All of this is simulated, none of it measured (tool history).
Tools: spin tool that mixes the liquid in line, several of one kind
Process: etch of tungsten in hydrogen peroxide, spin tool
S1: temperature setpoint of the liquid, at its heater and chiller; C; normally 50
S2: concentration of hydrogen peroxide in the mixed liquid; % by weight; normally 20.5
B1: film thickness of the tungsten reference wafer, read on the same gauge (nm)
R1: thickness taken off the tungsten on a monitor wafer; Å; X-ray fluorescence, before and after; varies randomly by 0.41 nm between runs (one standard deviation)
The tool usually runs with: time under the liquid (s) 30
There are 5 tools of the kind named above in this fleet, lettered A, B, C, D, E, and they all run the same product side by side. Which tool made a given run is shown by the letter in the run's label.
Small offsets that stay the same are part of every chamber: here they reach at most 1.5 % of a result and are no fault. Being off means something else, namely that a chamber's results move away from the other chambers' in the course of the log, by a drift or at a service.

Run 1A, hour 7.7: usual settings; B1 29.969. Result: R1 676.46 Å.
Run 2E, hour 17.9: usual settings; B1 30.004. Result: R1 677.22 Å.
Run 3D, hour 26.8: usual settings; B1 30.026. Result: R1 688.82 Å.
Run 4C, hour 36.5: usual settings; B1 29.994. Result: R1 690.03 Å.
At hour 38.1: chamber E: heated supply line repaired.
Run 5B, hour 42.5: usual settings; B1 30.01. Result: R1 680.22 Å.
At hour 42.7: chamber D: heated supply line repaired.
Run 6C, hour 51.9: usual settings; B1 30.003. Result: R1 679.85 Å.
Run 7E, hour 61.6: usual settings; B1 30.02. Result: R1 677.05 Å.
Run 8A, hour 67.2: usual settings; B1 30. Result: R1 680.55 Å.
Run 9B, hour 74.3: usual settings; B1 29.984. Result: R1 682.69 Å.
Run 10D, hour 82.3: usual settings; B1 30.001. Result: R1 688.62 Å.
Run 11D, hour 91.8: usual settings; B1 30.014. Result: R1 695.38 Å.
Run 12E, hour 102.4: usual settings but S1 44.5 C, time under the liquid (s) 15; B1 29.962. Result: R1 241.18 Å.
Run 13C, hour 111.5: usual settings but S1 44.5 C, time under the liquid (s) 15; B1 29.964. Result: R1 245.83 Å.
Run 14A, hour 116.2: usual settings but S1 44.5 C, time under the liquid (s) 15; B1 30. Result: R1 242.03 Å.
Run 15B, hour 121.1: usual settings but S1 44.5 C, time under the liquid (s) 15; B1 30.013. Result: R1 240.92 Å.
At hour 125.6: chamber C: peroxide flow meter replaced.
Run 16D, hour 127: usual settings but S1 44.5 C, time under the liquid (s) 15; B1 30.019. Result: R1 248.07 Å.
Run 17B, hour 136.1: usual settings; B1 29.971. Result: R1 677.88 Å.
Run 18C, hour 142: usual settings; B1 30.057. Result: R1 696.4 Å.
Run 19A, hour 149.9: usual settings; B1 30.015. Result: R1 682.06 Å.
Run 20E, hour 157.8: usual settings; B1 29.979. Result: R1 675.65 Å.
Run 21A, hour 163.5: usual settings; B1 30.026. Result: R1 675.89 Å.
At hour 163.6: chamber C: heated supply line repaired.
Run 22B, hour 171.1: usual settings; B1 29.961. Result: R1 679.82 Å.
Run 23C, hour 178.7: usual settings; B1 30.013. Result: R1 706.98 Å.
Run 24D, hour 186.9: usual settings; B1 29.987. Result: R1 701.25 Å.
Run 25E, hour 192.5: usual settings; B1 29.988. Result: R1 677.89 Å.
Run 26B, hour 199.1: usual settings; B1 29.973. Result: R1 686.36 Å.
At hour 203.5: chamber C: new drum of peroxide connected.
Run 27E, hour 204.8: usual settings; B1 29.979. Result: R1 685 Å.
Run 28C, hour 212.7: usual settings but S1 40.5 C, time under the liquid (s) 20; B1 30.033. Result: R1 263.48 Å.
Run 29D, hour 220.2: usual settings but S1 40.5 C, time under the liquid (s) 20; B1 30.029. Result: R1 255.95 Å.
Run 30A, hour 226.2: usual settings but S1 40.5 C, time under the liquid (s) 20; B1 30.011. Result: R1 250.47 Å.
Run 31E, hour 235: usual settings but S1 40.5 C, time under the liquid (s) 20; B1 29.969. Result: R1 249.17 Å.
Run 32A, hour 241: usual settings but S1 40.5 C, time under the liquid (s) 20; B1 29.994. Result: R1 251.7 Å.
Run 33C, hour 245.8: usual settings but S1 58 C, time under the liquid (s) 20; B1 30.024. Result: R1 775 Å.
At hour 248.2: chamber B: new drum of peroxide connected.
Run 34B, hour 253.2: usual settings but S1 58 C, time under the liquid (s) 20; B1 30.033. Result: R1 732.37 Å.
Run 35D, hour 259.1: usual settings but S1 58 C, time under the liquid (s) 20; B1 29.98. Result: R1 733.01 Å.

All 5 chambers run these settings next. Forecast each chamber's results:
Run 36A, hour 266.7: usual settings but S1 54 C. Result: R1 ?.
Run 36B, hour 266.7: usual settings but S1 54 C. Result: R1 ?.
Run 36C, hour 266.7: usual settings but S1 54 C. Result: R1 ?.
Run 36D, hour 266.7: usual settings but S1 54 C. Result: R1 ?.
Run 36E, hour 266.7: usual settings but S1 54 C. Result: R1 ?.

run      R1
36A  864.68
36B  863.93
36C  922.48
36D  878.97
36E  863.57
